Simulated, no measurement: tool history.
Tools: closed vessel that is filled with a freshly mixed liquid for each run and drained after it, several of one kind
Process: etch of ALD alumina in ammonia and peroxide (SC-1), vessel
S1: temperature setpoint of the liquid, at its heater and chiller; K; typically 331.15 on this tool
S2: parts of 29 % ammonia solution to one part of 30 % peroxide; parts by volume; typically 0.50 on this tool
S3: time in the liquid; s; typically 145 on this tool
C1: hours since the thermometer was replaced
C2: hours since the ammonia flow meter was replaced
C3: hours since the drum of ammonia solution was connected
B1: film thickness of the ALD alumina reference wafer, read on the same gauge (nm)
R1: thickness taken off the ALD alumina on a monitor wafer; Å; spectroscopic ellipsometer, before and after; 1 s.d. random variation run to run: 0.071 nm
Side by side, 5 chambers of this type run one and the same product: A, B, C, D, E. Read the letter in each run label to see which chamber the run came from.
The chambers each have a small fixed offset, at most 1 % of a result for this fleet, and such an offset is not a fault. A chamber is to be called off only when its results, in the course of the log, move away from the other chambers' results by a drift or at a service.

run 1E day=0.488 | S1=331.15 S2=0.50 S3=145 | C1=82.6 C2=878.1 C3=764.0 | B1=129.99 | R1=107.560
-- day=0.579 chamber A: thermometer replaced
run 2A day=1.108 | S1=331.15 S2=0.50 S3=145 | C1=12.7 C2=720.5 C3=202.2 | B1=129.99 | R1=108.520
run 3B day=1.438 | S1=331.15 S2=0.50 S3=145 | C1=342.8 C2=1346.2 C3=314.4 | B1=130.00 | R1=109.260
-- day=1.596 chamber C: new drum of ammonia solution connected
run 4C day=1.783 | S1=331.15 S2=0.50 S3=145 | C1=681.7 C2=506.8 C3=4.5 | B1=130.01 | R1=107.850
run 5D day=2.167 | S1=331.15 S2=0.50 S3=145 | C1=1197.5 C2=1077.8 C3=354.0 | B1=129.99 | R1=107.190
run 6D day=2.588 | S1=331.15 S2=0.70 S3=145 | C1=1207.6 C2=1087.9 C3=364.1 | B1=129.97 | R1=112.030
run 7A day=3.158 | S1=331.15 S2=0.70 S3=145 | C1=61.9 C2=769.7 C3=251.4 | B1=130.02 | R1=111.800
run 8C day=3.742 | S1=331.15 S2=0.70 S3=145 | C1=728.7 C2=553.8 C3=51.5 | B1=130.02 | R1=111.560
run 9B day=4.042 | S1=331.15 S2=0.70 S3=145 | C1=405.3 C2=1408.7 C3=376.9 | B1=129.99 | R1=113.020
run 10E day=4.567 | S1=331.15 S2=0.70 S3=145 | C1=180.5 C2=976.0 C3=861.9 | B1=129.98 | R1=112.200
-- day=4.629 chamber A: new drum of ammonia solution connected
run 11E day=5.017 | S1=331.15 S2=0.65 S3=230 | C1=191.3 C2=986.8 C3=872.7 | B1=129.96 | R1=177.220
run 12B day=5.308 | S1=331.15 S2=0.65 S3=230 | C1=435.7 C2=1439.1 C3=407.3 | B1=129.96 | R1=177.340
run 13C day=5.650 | S1=331.15 S2=0.65 S3=230 | C1=774.5 C2=599.6 C3=97.3 | B1=129.99 | R1=178.080
run 14D day=6.225 | S1=331.15 S2=0.65 S3=230 | C1=1294.9 C2=1175.2 C3=451.4 | B1=130.02 | R1=175.290
run 15A day=6.600 | S1=331.15 S2=0.65 S3=230 | C1=144.5 C2=852.3 C3=47.4 | B1=130.02 | R1=178.430
-- day=6.721 chamber C: ammonia flow meter replaced
run 16E day=7.000 | S1=331.15 S2=0.50 S3=70 | C1=238.9 C2=1034.4 C3=920.3 | B1=130.01 | R1=51.877
run 17C day=7.608 | S1=331.15 S2=0.50 S3=70 | C1=821.5 C2=21.3 C3=144.3 | B1=130.04 | R1=52.581
run 18D day=7.946 | S1=331.15 S2=0.50 S3=70 | C1=1336.2 C2=1216.5 C3=492.7 | B1=130.01 | R1=52.440
run 19B day=8.329 | S1=331.15 S2=0.50 S3=70 | C1=508.2 C2=1511.6 C3=479.8 | B1=129.97 | R1=52.788
-- day=8.708 chamber B: thermometer replaced
-- day=8.808 chamber E: new drum of ammonia solution connected
run 20A day=8.892 | S1=331.15 S2=0.50 S3=70 | C1=199.5 C2=907.3 C3=102.4 | B1=130.03 | R1=52.391
run 21C day=9.312 | S1=331.15 S2=0.50 S3=145 | C1=862.4 C2=62.2 C3=185.2 | B1=129.97 | R1=110.960
run 22E day=9.821 | S1=331.15 S2=0.50 S3=145 | C1=306.6 C2=1102.1 C3=24.3 | B1=129.96 | R1=108.300
run 23A day=10.354 | S1=331.15 S2=0.50 S3=145 | C1=234.6 C2=942.4 C3=137.5 | B1=129.98 | R1=108.410
-- day=10.408 chamber C: new drum of ammonia solution connected
run 24B day=10.746 | S1=331.15 S2=0.50 S3=145 | C1=49.0 C2=1569.6 C3=537.8 | B1=129.97 | R1=109.360
run 25D day=11.196 | S1=331.15 S2=0.50 S3=145 | C1=1414.2 C2=1294.5 C3=570.7 | B1=130.00 | R1=107.820
run 26A day=11.712 | S1=331.15 S2=0.50 S3=145 | C1=267.2 C2=975.0 C3=170.1 | B1=130.00 | R1=106.460
run 27C day=12.112 | S1=331.15 S2=0.50 S3=145 | C1=929.6 C2=129.4 C3=41.0 | B1=130.03 | R1=111.680
run 28E day=12.500 | S1=323.65 S2=0.50 S3=175 | C1=370.9 C2=1166.4 C3=88.6 | B1=130.02 | R1=87.709
run 29D day=12.867 | S1=323.65 S2=0.50 S3=175 | C1=1454.3 C2=1334.6 C3=610.8 | B1=129.99 | R1=87.790
run 30B day=13.171 | S1=323.65 S2=0.50 S3=175 | C1=107.2 C2=1627.8 C3=596.0 | B1=130.03 | R1=89.089
run 31C day=13.662 | S1=323.65 S2=0.50 S3=175 | C1=966.8 C2=166.6 C3=78.2 | B1=130.04 | R1=89.321
run 32E day=14.054 | S1=323.65 S2=0.50 S3=175 | C1=408.2 C2=1203.7 C3=125.9 | B1=130.01 | R1=86.935
run 33B day=14.542 | S1=331.15 S2=0.50 S3=145 | C1=140.1 C2=1660.7 C3=628.9 | B1=130.02 | R1=109.810
run 34A day=15.104 | S1=331.15 S2=0.50 S3=145 | C1=348.6 C2=1056.4 C3=251.5 | B1=130.03 | R1=107.780
-- day=15.392 chamber D: new drum of ammonia solution connected
-- day=15.392 chamber A: new drum of ammonia solution connected
run 35D day=15.575 | S1=331.15 S2=0.50 S3=145 | C1=1519.3 C2=1399.6 C3=4.5 | B1=130.02 | R1=107.480
run 36B day=16.188 | S1=331.15 S2=0.50 S3=145 | C1=179.6 C2=1700.2 C3=668.4 | B1=129.97 | R1=109.000
run 37E day=16.667 | S1=331.15 S2=0.50 S3=145 | C1=470.9 C2=1266.4 C3=188.6 | B1=129.97 | R1=107.900
run 38C day=17.267 | S1=331.15 S2=0.50 S3=145 | C1=1053.3 C2=253.1 C3=164.7 | B1=130.01 | R1=112.730
run 39D day=17.854 | S1=331.15 S2=0.50 S3=145 | C1=1574.0 C2=1454.3 C3=59.2 | B1=130.07 | R1=109.070
run 40A day=18.317 | S1=331.15 S2=0.50 S3=145 | C1=425.7 C2=1133.5 C3=70.2 | B1=129.97 | R1=108.250

Next, every chamber runs the same settings. What will each give?
run 41A day=18.767 | S1=331.15 S2=0.50 S3=225 | R1=?
run 41B day=18.767 | S1=331.15 S2=0.50 S3=225 | R1=?
run 41C day=18.767 | S1=331.15 S2=0.50 S3=225 | R1=?
run 41D day=18.767 | S1=331.15 S2=0.50 S3=225 | R1=?
run 41E day=18.767 | S1=331.15 S2=0.50 S3=225 | R1=?

run=41A R1=168.250
run=41B R1=169.340
run=41C R1=173.360
run=41D R1=169.000
run=41E R1=167.510

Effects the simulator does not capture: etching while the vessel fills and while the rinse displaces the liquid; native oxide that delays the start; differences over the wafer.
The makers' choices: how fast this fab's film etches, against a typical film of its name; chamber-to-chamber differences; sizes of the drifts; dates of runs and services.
